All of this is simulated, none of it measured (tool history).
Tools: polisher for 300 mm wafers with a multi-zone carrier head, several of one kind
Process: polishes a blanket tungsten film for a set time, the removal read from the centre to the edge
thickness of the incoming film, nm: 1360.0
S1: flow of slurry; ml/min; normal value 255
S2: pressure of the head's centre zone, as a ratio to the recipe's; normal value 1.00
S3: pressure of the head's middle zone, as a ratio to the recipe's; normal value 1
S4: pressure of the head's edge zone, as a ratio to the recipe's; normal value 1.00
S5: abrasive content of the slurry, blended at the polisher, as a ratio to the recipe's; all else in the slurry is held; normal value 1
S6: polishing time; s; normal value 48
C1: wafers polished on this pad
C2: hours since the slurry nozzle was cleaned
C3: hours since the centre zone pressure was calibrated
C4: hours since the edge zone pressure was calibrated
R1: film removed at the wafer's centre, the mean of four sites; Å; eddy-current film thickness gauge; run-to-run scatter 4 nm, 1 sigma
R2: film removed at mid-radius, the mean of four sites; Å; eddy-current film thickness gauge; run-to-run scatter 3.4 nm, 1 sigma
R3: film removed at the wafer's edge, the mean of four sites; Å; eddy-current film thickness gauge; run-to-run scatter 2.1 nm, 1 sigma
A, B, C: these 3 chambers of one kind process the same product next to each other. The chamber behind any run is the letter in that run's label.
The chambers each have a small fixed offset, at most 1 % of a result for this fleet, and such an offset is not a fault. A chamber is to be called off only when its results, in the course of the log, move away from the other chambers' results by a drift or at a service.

{"run": "1B", "day": 0.433, "S1": 255, "S2": 1.0, "S3": 1, "S4": 1.0, "S5": 1, "S6": 48, "C1": 146, "C2": 541.5, "C3": 375.2, "C4": 882.4, "R1": 2837.9, "R2": 2809.2, "R3": 2795.3}
{"day": 0.542, "done": "chamber C: edge zone pressure recalibrated"}
{"run": "2A", "day": 1.046, "S1": 255, "S2": 1.0, "S3": 1, "S4": 1.0, "S5": 1, "S6": 48, "C1": 540, "C2": 247.6, "C3": 249.6, "C4": 101.6, "R1": 2782.3, "R2": 2804.5, "R3": 2796.6}
{"day": 1.242, "done": "chamber C: worn pad replaced by a new one"}
{"run": "3C", "day": 1.721, "S1": 255, "S2": 1.0, "S3": 1, "S4": 1.0, "S5": 1, "S6": 48, "C1": 88, "C2": 61.2, "C3": 285.5, "C4": 28.4, "R1": 2838.7, "R2": 2751.5, "R3": 2807.2}
{"run": "4C", "day": 2.167, "S1": 255, "S2": 1.0, "S3": 1, "S4": 1.0, "S5": 1, "S6": 48, "C1": 169, "C2": 71.9, "C3": 296.2, "C4": 39.1, "R1": 2835.2, "R2": 2776.0, "R3": 2791.2}
{"day": 2.321, "done": "chamber A: worn pad replaced by a new one"}
{"day": 2.621, "done": "chamber B: worn pad replaced by a new one"}
{"run": "5A", "day": 2.658, "S1": 180, "S2": 1.06, "S3": 1, "S4": 1.0, "S5": 1, "S6": 48, "C1": 61, "C2": 286.3, "C3": 288.3, "C4": 140.3, "R1": 2914.0, "R2": 2637.9, "R3": 2722.7}
{"run": "6B", "day": 3.254, "S1": 180, "S2": 1.06, "S3": 1, "S4": 1.0, "S5": 1, "S6": 48, "C1": 116, "C2": 609.2, "C3": 442.9, "C4": 950.1, "R1": 2913.4, "R2": 2644.6, "R3": 2727.0}
{"run": "7A", "day": 3.796, "S1": 180, "S2": 1.06, "S3": 1, "S4": 1.0, "S5": 1, "S6": 48, "C1": 270, "C2": 313.6, "C3": 315.6, "C4": 167.6, "R1": 2832.9, "R2": 2604.1, "R3": 2708.1}
{"run": "8C", "day": 4.092, "S1": 255, "S2": 1.0, "S3": 1, "S4": 1.0, "S5": 1, "S6": 48, "C1": 523, "C2": 118.1, "C3": 342.4, "C4": 85.3, "R1": 2749.2, "R2": 2770.8, "R3": 2811.8}
{"run": "9B", "day": 4.767, "S1": 255, "S2": 1.0, "S3": 1, "S4": 1.0, "S5": 1, "S6": 48, "C1": 393, "C2": 645.5, "C3": 479.2, "C4": 986.4, "R1": 2849.3, "R2": 2788.9, "R3": 2846.7}
{"run": "10A", "day": 5.375, "S1": 255, "S2": 1.0, "S3": 1, "S4": 1.0, "S5": 1, "S6": 48, "C1": 560, "C2": 351.5, "C3": 353.5, "C4": 205.5, "R1": 2889.0, "R2": 2837.2, "R3": 2806.5}
{"day": 5.512, "done": "chamber B: worn pad replaced by a new one"}
{"run": "11B", "day": 5.683, "S1": 255, "S2": 1.0, "S3": 1, "S4": 1.0, "S5": 1, "S6": 48, "C1": 31, "C2": 667.5, "C3": 501.2, "C4": 1008.4, "R1": 2814.0, "R2": 2830.5, "R3": 2817.0}
{"run": "12C", "day": 6.142, "S1": 255, "S2": 1.0, "S3": 1, "S4": 1.0, "S5": 1, "S6": 48, "C1": 899, "C2": 167.3, "C3": 391.6, "C4": 134.5, "R1": 2849.7, "R2": 2827.6, "R3": 2815.1}
{"run": "13A", "day": 6.529, "S1": 255, "S2": 1.0, "S3": 1, "S4": 1.0, "S5": 1, "S6": 48, "C1": 772, "C2": 379.2, "C3": 381.2, "C4": 233.2, "R1": 2815.6, "R2": 2804.1, "R3": 2802.3}
{"day": 6.688, "done": "chamber A: worn pad replaced by a new one"}
{"day": 6.938, "done": "chamber B: slurry nozzle cleaned"}
{"run": "14C", "day": 7.038, "S1": 255, "S2": 1.0, "S3": 1, "S4": 1.0, "S5": 1, "S6": 48, "C1": 1063, "C2": 188.8, "C3": 413.1, "C4": 156.0, "R1": 2832.6, "R2": 2734.3, "R3": 2800.9}
{"run": "15B", "day": 7.658, "S1": 180, "S2": 1.0, "S3": 1, "S4": 0.89, "S5": 1, "S6": 48, "C1": 394, "C2": 17.3, "C3": 548.6, "C4": 1055.8, "R1": 2596.9, "R2": 2721.8, "R3": 2549.6}
{"run": "16A", "day": 8.038, "S1": 180, "S2": 1.0, "S3": 1, "S4": 0.89, "S5": 1, "S6": 48, "C1": 248, "C2": 415.4, "C3": 417.4, "C4": 269.4, "R1": 2758.2, "R2": 2627.5, "R3": 2562.9}
{"run": "17C", "day": 8.508, "S1": 180, "S2": 1.0, "S3": 1, "S4": 0.89, "S5": 1, "S6": 48, "C1": 1333, "C2": 224.1, "C3": 448.4, "C4": 191.3, "R1": 2656.2, "R2": 2676.9, "R3": 2558.8}
{"run": "18B", "day": 8.825, "S1": 255, "S2": 1.0, "S3": 1, "S4": 1.0, "S5": 1, "S6": 48, "C1": 608, "C2": 45.3, "C3": 576.6, "C4": 1083.8, "R1": 2783.7, "R2": 2806.7, "R3": 2812.0}
{"day": 8.917, "done": "chamber B: worn pad replaced by a new one"}
{"run": "19C", "day": 9.15, "S1": 255, "S2": 1.0, "S3": 1, "S4": 1.0, "S5": 1, "S6": 48, "C1": 1451, "C2": 239.5, "C3": 463.8, "C4": 206.7, "R1": 2842.7, "R2": 2799.6, "R3": 2813.7}
{"day": 9.238, "done": "chamber C: worn pad replaced by a new one"}
{"run": "20B", "day": 9.562, "S1": 255, "S2": 1.0, "S3": 1, "S4": 1.0, "S5": 1, "S6": 48, "C1": 119, "C2": 63.0, "C3": 594.3, "C4": 1101.5, "R1": 2810.3, "R2": 2799.2, "R3": 2819.8}
{"run": "21A", "day": 10.233, "S1": 255, "S2": 1.0, "S3": 1, "S4": 1.0, "S5": 1, "S6": 48, "C1": 651, "C2": 468.1, "C3": 470.1, "C4": 322.1, "R1": 2841.5, "R2": 2784.8, "R3": 2795.0}
{"day": 10.746, "done": "chamber A: worn pad replaced by a new one"}
{"run": "22A", "day": 10.779, "S1": 255, "S2": 1.0, "S3": 1, "S4": 1.0, "S5": 1, "S6": 48, "C1": 6, "C2": 481.2, "C3": 483.2, "C4": 335.2, "R1": 2842.8, "R2": 2823.0, "R3": 2824.0}
{"run": "23C", "day": 11.312, "S1": 255, "S2": 1.0, "S3": 1, "S4": 1.0, "S5": 1, "S6": 48, "C1": 381, "C2": 291.4, "C3": 515.7, "C4": 258.6, "R1": 2778.7, "R2": 2827.3, "R3": 2820.6}
{"run": "24B", "day": 11.733, "S1": 255, "S2": 1.0, "S3": 1, "S4": 1.0, "S5": 1, "S6": 48, "C1": 517, "C2": 115.1, "C3": 646.4, "C4": 1153.6, "R1": 2739.0, "R2": 2786.5, "R3": 2860.5}
{"day": 12.171, "done": "chamber B: worn pad replaced by a new one"}
{"run": "25A", "day": 12.354, "S1": 255, "S2": 1.0, "S3": 1, "S4": 1.0, "S5": 1, "S6": 48, "C1": 295, "C2": 519.0, "C3": 521.0, "C4": 373.0, "R1": 2816.0, "R2": 2769.9, "R3": 2821.0}
{"run": "26B", "day": 13.0, "S1": 255, "S2": 1.0, "S3": 1, "S4": 1.0, "S5": 1, "S6": 48, "C1": 152, "C2": 145.5, "C3": 676.8, "C4": 1184.0, "R1": 2829.2, "R2": 2789.7, "R3": 2792.0}
{"run": "27C", "day": 13.462, "S1": 335, "S2": 1.0, "S3": 1, "S4": 1.0, "S5": 1, "S6": 48, "C1": 775, "C2": 343.0, "C3": 567.3, "C4": 310.2, "R1": 2954.1, "R2": 2839.3, "R3": 2853.3}
{"run": "28C", "day": 13.925, "S1": 335, "S2": 1.0, "S3": 1, "S4": 1.0, "S5": 1, "S6": 48, "C1": 860, "C2": 354.1, "C3": 578.4, "C4": 321.3, "R1": 2897.8, "R2": 2859.4, "R3": 2868.4}
{"day": 14.138, "done": "chamber A: slurry nozzle cleaned"}
{"run": "29A", "day": 14.229, "S1": 335, "S2": 1.0, "S3": 1, "S4": 1.0, "S5": 1, "S6": 48, "C1": 639, "C2": 2.2, "C3": 566.0, "C4": 418.0, "R1": 2924.9, "R2": 2913.6, "R3": 2881.6}

Is one chamber off against the others, does the gauge drift, or is nothing wrong? If a chamber is off, say which, and what the likeliest cause is.

Nothing is wrong: each chamber keeps only its own small, steady offset and the gauge holds still.

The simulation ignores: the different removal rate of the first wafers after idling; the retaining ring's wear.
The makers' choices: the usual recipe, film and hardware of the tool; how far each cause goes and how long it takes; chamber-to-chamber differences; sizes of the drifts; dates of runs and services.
